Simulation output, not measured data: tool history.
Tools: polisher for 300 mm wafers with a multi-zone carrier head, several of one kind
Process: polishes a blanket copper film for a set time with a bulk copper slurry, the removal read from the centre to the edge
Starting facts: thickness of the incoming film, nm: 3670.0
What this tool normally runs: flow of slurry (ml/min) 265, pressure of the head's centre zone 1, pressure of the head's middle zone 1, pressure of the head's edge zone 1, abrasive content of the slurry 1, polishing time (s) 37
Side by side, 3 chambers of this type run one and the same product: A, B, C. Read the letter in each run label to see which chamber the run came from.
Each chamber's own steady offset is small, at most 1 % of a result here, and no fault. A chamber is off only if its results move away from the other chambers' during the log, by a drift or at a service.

run	day	flow of slurry (ml/min)	pressure of the head's centre zone	pressure of the head's middle zone	pressure of the head's edge zone	abrasive content of the slurry	polishing time (s)	wafers polished on this pad	hours since the slurry nozzle was cleaned	hours since the centre zone pressure was calibrated	hours since the edge zone pressure was calibrated	film removed at the wafer's centre (nm)	film removed at mid-radius (nm)	film removed at the wafer's edge (nm)
1B	0.125	265	1	1	1	1	37	221	944.4	1045.6	153.3	340.57	338.93	337.71
# day 0.342: chamber B: slurry nozzle cleaned
2C	0.358	265	1	1	1	1	37	264	45.1	507.9	68.1	343.61	339.08	337.72
3A	0.517	265	1	1	1	1	37	283	115.8	1254.8	312.2	333.91	335.14	336.85
4A	0.721	265	1	1	1	1	37	325	120.7	1259.7	317.1	344.56	336.82	336.21
5C	0.846	265	1	1	1	1	37	363	56.8	519.6	79.8	334.37	337.25	334.35
6B	1.004	265	1	1	1	1	37	401	15.9	1066.7	174.4	345.6	340.04	344.22
7C	1.15	265	1	1	1	1	37	425	64.1	526.9	87.1	336.84	337.26	339.59
8B	1.338	265	1	1	1	1	37	469	23.9	1074.7	182.4	341.44	336	336.83
9A	1.496	265	1	1	1	1	37	483	139.3	1278.3	335.7	334.02	334.08	341.13
10C	1.638	265	1	1	1	1	37	525	75.8	538.6	98.8	337.61	340.07	340.84
# day 1.788: chamber C: worn pad replaced by a new one
11B	1.888	265	1	1	1	1	37	581	37.1	1087.9	195.6	339.45	336.88	332.46
12A	2.138	265	1	1	0.91	1	25	614	154.7	1293.7	351.1	228.74	227.29	217.46
# day 2.179: chamber A: worn pad replaced by a new one
# day 2.262: chamber A: centre zone pressure recalibrated
13A	2.3	265	1	1	0.91	1	25	25	158.6	0.9	355	228.45	226.31	221.91
14B	2.438	265	1	1	0.91	1	25	693	50.3	1101.1	208.8	230.82	227.15	215.67
15C	2.562	265	1	1	1	1	37	158	98	560.8	121	334.58	335.91	343.79
16B	2.746	265	1	1	1.11	1	37	756	57.7	1108.5	216.2	345.43	336.06	359.68
# day 2.904: chamber B: worn pad replaced by a new one
17C	2.933	265	1	1	1.11	1	37	234	106.9	569.7	129.9	338.19	336.55	358.91
# day 3.025: chamber B: centre zone pressure recalibrated
18A	3.179	265	1	1	1.11	1	37	204	179.7	22	376.1	330.26	339.06	353.86
19C	3.446	325	1	1	1	1	33	339	119.2	582	142.2	308.79	305.51	308.02
20B	3.708	325	1	1	1	1	33	164	80.8	16.5	239.3	306.58	306.88	301.9
21A	3.908	325	1	1	1	1	33	353	197.2	39.5	393.6	310.11	302.96	306.88
22C	4.117	265	1	1	1	1	37	476	135.3	598.1	158.3	339.71	336.17	338.39
# day 4.229: chamber C: worn pad replaced by a new one
23B	4.362	265	1	1	1	1	37	297	96.5	32.2	255	335.76	336.05	337.21
24A	4.538	265	1	1	1	1	37	481	212.3	54.6	408.7	340.88	335.2	335.52
25C	4.738	265	1	1	1	1	37	103	150.2	613	173.2	337.26	337.53	339.07

The same settings go to every chamber for the next run, one line per chamber below. Forecast the results for each:
26A	4.933	235	1	1	1	1	37					?	?	?
26B	4.933	235	1	1	1	1	37					?	?	?
26C	4.933	235	1	1	1	1	37					?	?	?

run	film removed at the wafer's centre (nm)	film removed at mid-radius (nm)	film removed at the wafer's edge (nm)
26A	326.34	333.73	334.38
26B	332.73	332.39	333.17
26C	330.7	333.01	338.84

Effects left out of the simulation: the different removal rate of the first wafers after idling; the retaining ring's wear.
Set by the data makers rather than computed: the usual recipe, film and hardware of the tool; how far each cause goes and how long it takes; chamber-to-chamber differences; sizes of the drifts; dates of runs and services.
